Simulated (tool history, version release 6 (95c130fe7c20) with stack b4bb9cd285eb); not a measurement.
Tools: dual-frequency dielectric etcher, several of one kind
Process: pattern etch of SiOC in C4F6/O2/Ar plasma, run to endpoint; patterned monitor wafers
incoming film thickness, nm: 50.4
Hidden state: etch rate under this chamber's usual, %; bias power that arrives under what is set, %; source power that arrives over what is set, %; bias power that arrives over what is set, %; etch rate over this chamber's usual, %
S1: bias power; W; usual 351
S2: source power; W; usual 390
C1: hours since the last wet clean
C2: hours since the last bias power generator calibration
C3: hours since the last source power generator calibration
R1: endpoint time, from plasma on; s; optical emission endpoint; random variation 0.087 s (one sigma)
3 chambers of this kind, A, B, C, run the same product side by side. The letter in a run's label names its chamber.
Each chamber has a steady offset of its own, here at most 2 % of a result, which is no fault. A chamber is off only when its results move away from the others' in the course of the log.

run 1B hour=10.7 | S1=351 S2=390 | C1=333.6 C2=882.7 C3=38.2 | R1=19.381
-- hour=12.5 chamber B: wet clean of the chamber
run 2C hour=18.2 | S1=351 S2=390 | C1=168.5 C2=1233.8 C3=1519.6 | R1=19.108
run 3A hour=27.4 | S1=351 S2=390 | C1=218.9 C2=2498.9 C3=3472.6 | R1=19.536
run 4A hour=35.4 | S1=351 S2=390 | C1=226.9 C2=2506.9 C3=3480.6 | R1=19.566
run 5C hour=43.4 | S1=351 S2=390 | C1=193.7 C2=1259.0 C3=1544.8 | R1=19.154
run 6B hour=54.4 | S1=351 S2=390 | C1=42.0 C2=926.4 C3=81.9 | R1=19.303
run 7B hour=61.6 | S1=351 S2=390 | C1=49.2 C2=933.6 C3=89.1 | R1=19.338
run 8A hour=69.3 | S1=351 S2=390 | C1=260.8 C2=2540.8 C3=3514.5 | R1=19.676
run 9C hour=77.1 | S1=351 S2=390 | C1=227.4 C2=1292.7 C3=1578.5 | R1=18.969
run 10B hour=86.5 | S1=351 S2=390 | C1=74.1 C2=958.5 C3=114.0 | R1=19.375
run 11C hour=95.7 | S1=351 S2=390 | C1=246.0 C2=1311.3 C3=1597.1 | R1=19.008
run 12A hour=101.8 | S1=351 S2=390 | C1=293.3 C2=2573.3 C3=3547.0 | R1=19.812
run 13B hour=110.5 | S1=399 S2=390 | C1=98.1 C2=982.5 C3=138.0 | R1=18.609
run 14A hour=118.6 | S1=399 S2=390 | C1=310.1 C2=2590.1 C3=3563.8 | R1=18.904
run 15C hour=129.1 | S1=399 S2=390 | C1=279.4 C2=1344.7 C3=1630.5 | R1=18.339
run 16B hour=135.8 | S1=351 S2=390 | C1=123.4 C2=1007.8 C3=163.3 | R1=19.383
run 17A hour=145.6 | S1=351 S2=390 | C1=337.1 C2=2617.1 C3=3590.8 | R1=19.732
run 18C hour=151.7 | S1=351 S2=390 | C1=302.0 C2=1367.3 C3=1653.1 | R1=19.131
run 19A hour=161.2 | S1=351 S2=390 | C1=352.7 C2=2632.7 C3=3606.4 | R1=20.087
run 20B hour=169.9 | S1=351 S2=390 | C1=157.5 C2=1041.9 C3=197.4 | R1=19.338
run 21C hour=178.3 | S1=351 S2=390 | C1=328.6 C2=1393.9 C3=1679.7 | R1=18.999
run 22A hour=184.6 | S1=351 S2=390 | C1=376.1 C2=2656.1 C3=3629.8 | R1=20.028
run 23B hour=191.7 | S1=351 S2=390 | C1=179.3 C2=1063.7 C3=219.2 | R1=19.228
run 24C hour=199.6 | S1=382 S2=470 | C1=349.9 C2=1415.2 C3=1701.0 | R1=17.303
run 25B hour=207.3 | S1=382 S2=470 | C1=194.9 C2=1079.3 C3=234.8 | R1=17.526
-- hour=208.5 chamber C: source power generator calibrated
run 26A hour=213.4 | S1=382 S2=470 | C1=404.9 C2=2684.9 C3=3658.6 | R1=18.262
run 27C hour=225.1 | S1=351 S2=390 | C1=375.4 C2=1440.7 C3=16.7 | R1=19.162
run 28A hour=233.1 | S1=351 S2=390 | C1=424.6 C2=2704.6 C3=3678.3 | R1=20.356
-- hour=239.9 chamber C: wet clean of the chamber
run 29B hour=240.2 | S1=351 S2=390 | C1=227.8 C2=1112.2 C3=267.7 | R1=19.476
run 30C hour=250.1 | S1=351 S2=390 | C1=10.3 C2=1465.7 C3=41.7 | R1=19.002

Is one chamber off against the others, does the gauge drift, or is nothing wrong? If a chamber is off, say which, and what the likeliest cause is.

Chamber A drifts away from the others.
Cause: etch rate under this chamber's usual, % = 4.84.

Here are 4 candidates for chamber A's next run, each the usual settings with a change, their results left as question marks. Which one brings its results back in line with what the others give on the usual settings?
In line means no further than this from the other chambers' mean on the usual settings: R1 0.300 s
run 31A-1 hour=258.4 | S1=323 S2=360 | R1=?
run 31A-2 hour=258.4 | S1=335 S2=370 | R1=?
run 31A-3 hour=258.4 | S1=383 S2=430 | R1=?
run 31A-4 hour=258.4 | S1=385 S2=390 | R1=?

The other chambers' mean on the usual settings: R1 19.253 s
run=31A-1 R1=21.764
run=31A-2 R1=21.269
run=31A-3 R1=19.181
run=31A-4 R1=19.851
31A-3 brings the chamber back in line.
